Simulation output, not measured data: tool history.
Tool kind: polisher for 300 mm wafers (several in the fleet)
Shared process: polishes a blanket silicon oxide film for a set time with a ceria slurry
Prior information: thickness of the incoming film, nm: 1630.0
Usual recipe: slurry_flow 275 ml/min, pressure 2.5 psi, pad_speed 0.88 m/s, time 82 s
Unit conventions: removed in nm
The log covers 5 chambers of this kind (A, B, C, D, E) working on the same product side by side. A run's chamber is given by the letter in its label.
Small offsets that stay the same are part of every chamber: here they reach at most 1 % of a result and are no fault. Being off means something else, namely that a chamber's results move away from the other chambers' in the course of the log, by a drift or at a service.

-- hour=7 chamber B: worn pad replaced by a new one
run 1D hour=16.1 | slurry_flow=275 pressure=2.5 pad_speed=0.88 time=82 | removed=254.18
run 2B hour=32.4 | slurry_flow=275 pressure=2.5 pad_speed=0.88 time=82 | removed=266.98
run 3A hour=47.4 | slurry_flow=275 pressure=2.5 pad_speed=0.88 time=82 | removed=258.71
-- hour=58.3 chamber A: slurry nozzle cleaned
run 4C hour=60.3 | slurry_flow=275 pressure=2.5 pad_speed=0.88 time=82 | removed=255.34
run 5E hour=70.1 | slurry_flow=275 pressure=2.5 pad_speed=0.88 time=82 | removed=254.74
run 6A hour=82.9 | slurry_flow=275 pressure=2.5 pad_speed=0.88 time=82 | removed=255.88
run 7B hour=95.2 | slurry_flow=275 pressure=2.5 pad_speed=0.88 time=82 | removed=264.36
-- hour=95.5 chamber D: worn pad replaced by a new one
-- hour=96 chamber C: worn pad replaced by a new one
-- hour=98 chamber A: worn pad replaced by a new one
run 8C hour=110.2 | slurry_flow=275 pressure=2.5 pad_speed=0.88 time=82 | removed=259.8
run 9E hour=123.8 | slurry_flow=275 pressure=2.5 pad_speed=0.88 time=82 | removed=251.14
run 10D hour=135.3 | slurry_flow=275 pressure=2.5 pad_speed=0.88 time=82 | removed=251.37
-- hour=136 chamber E: head pressure recalibrated
run 11B hour=142.9 | slurry_flow=235 pressure=2.5 pad_speed=0.88 time=62 | removed=191.64
-- hour=145.1 chamber B: worn pad replaced by a new one
-- hour=151.3 chamber E: worn pad replaced by a new one
run 12D hour=151.5 | slurry_flow=235 pressure=2.5 pad_speed=0.88 time=62 | removed=189.21
run 13A hour=162.6 | slurry_flow=235 pressure=2.5 pad_speed=0.88 time=62 | removed=190.96
run 14E hour=170.1 | slurry_flow=235 pressure=2.5 pad_speed=0.88 time=62 | removed=211.53
run 15C hour=180.5 | slurry_flow=235 pressure=2.5 pad_speed=0.88 time=62 | removed=189.57
-- hour=184.5 chamber D: worn pad replaced by a new one
run 16B hour=187.6 | slurry_flow=275 pressure=2.5 pad_speed=0.88 time=82 | removed=253.98
run 17C hour=195.9 | slurry_flow=275 pressure=2.5 pad_speed=0.88 time=82 | removed=256.06
run 18D hour=206.5 | slurry_flow=275 pressure=2.5 pad_speed=0.88 time=82 | removed=257.41
-- hour=209.1 chamber A: worn pad replaced by a new one
run 19E hour=215.3 | slurry_flow=275 pressure=2.5 pad_speed=0.88 time=82 | removed=282.35
run 20A hour=231 | slurry_flow=275 pressure=2.5 pad_speed=0.88 time=82 | removed=258.31
run 21E hour=246.7 | slurry_flow=275 pressure=2.5 pad_speed=0.88 time=82 | removed=283.19
run 22A hour=255.6 | slurry_flow=275 pressure=2.5 pad_speed=0.88 time=82 | removed=252.59
-- hour=257.2 chamber C: slurry nozzle cleaned
run 23C hour=264.6 | slurry_flow=275 pressure=2.5 pad_speed=0.88 time=82 | removed=259.78
-- hour=267 chamber A: slurry nozzle cleaned
-- hour=268 chamber B: worn pad replaced by a new one
-- hour=271.3 chamber D: worn pad replaced by a new one
run 24B hour=273.3 | slurry_flow=275 pressure=2.5 pad_speed=0.88 time=82 | removed=253.19
run 25D hour=281.4 | slurry_flow=365 pressure=2.5 pad_speed=0.88 time=82 | removed=258.44
-- hour=283.6 chamber C: worn pad replaced by a new one
run 26C hour=290.6 | slurry_flow=365 pressure=2.5 pad_speed=0.88 time=82 | removed=265.81
-- hour=304.3 chamber A: head pressure recalibrated
run 27E hour=306 | slurry_flow=365 pressure=2.5 pad_speed=0.88 time=82 | removed=297.67
run 28D hour=318.4 | slurry_flow=365 pressure=2.5 pad_speed=0.88 time=82 | removed=256.11
run 29B hour=331.2 | slurry_flow=365 pressure=2.5 pad_speed=0.88 time=82 | removed=264.85
-- hour=335.5 chamber E: worn pad replaced by a new one
-- hour=339.1 chamber A: worn pad replaced by a new one
run 30A hour=345.9 | slurry_flow=275 pressure=2.5 pad_speed=0.88 time=82 | removed=251.77
-- hour=348.1 chamber D: worn pad replaced by a new one
run 31D hour=360.5 | slurry_flow=275 pressure=2.5 pad_speed=0.88 time=82 | removed=256.04
run 32A hour=371.4 | slurry_flow=275 pressure=2.5 pad_speed=0.88 time=82 | removed=255.59
run 33E hour=385.1 | slurry_flow=275 pressure=2.5 pad_speed=0.88 time=82 | removed=280
-- hour=385.9 chamber D: slurry nozzle cleaned
-- hour=391.5 chamber B: worn pad replaced by a new one
run 34C hour=392.9 | slurry_flow=275 pressure=2.5 pad_speed=0.88 time=82 | removed=260.6
run 35B hour=402.6 | slurry_flow=310 pressure=3 pad_speed=0.88 time=82 | removed=310.4
run 36C hour=418.5 | slurry_flow=310 pressure=3 pad_speed=0.88 time=82 | removed=315.17
run 37D hour=429.6 | slurry_flow=310 pressure=3 pad_speed=0.88 time=82 | removed=307.63

Next, every chamber runs the same settings. What will each give?
run 38A hour=441.3 | slurry_flow=275 pressure=2.5 pad_speed=0.88 time=82 | removed=?
run 38B hour=441.3 | slurry_flow=275 pressure=2.5 pad_speed=0.88 time=82 | removed=?
run 38C hour=441.3 | slurry_flow=275 pressure=2.5 pad_speed=0.88 time=82 | removed=?
run 38D hour=441.3 | slurry_flow=275 pressure=2.5 pad_speed=0.88 time=82 | removed=?
run 38E hour=441.3 | slurry_flow=275 pressure=2.5 pad_speed=0.88 time=82 | removed=?

run=38A removed=257.85
run=38B removed=253.79
run=38C removed=261.43
run=38D removed=249.47
run=38E removed=281.1

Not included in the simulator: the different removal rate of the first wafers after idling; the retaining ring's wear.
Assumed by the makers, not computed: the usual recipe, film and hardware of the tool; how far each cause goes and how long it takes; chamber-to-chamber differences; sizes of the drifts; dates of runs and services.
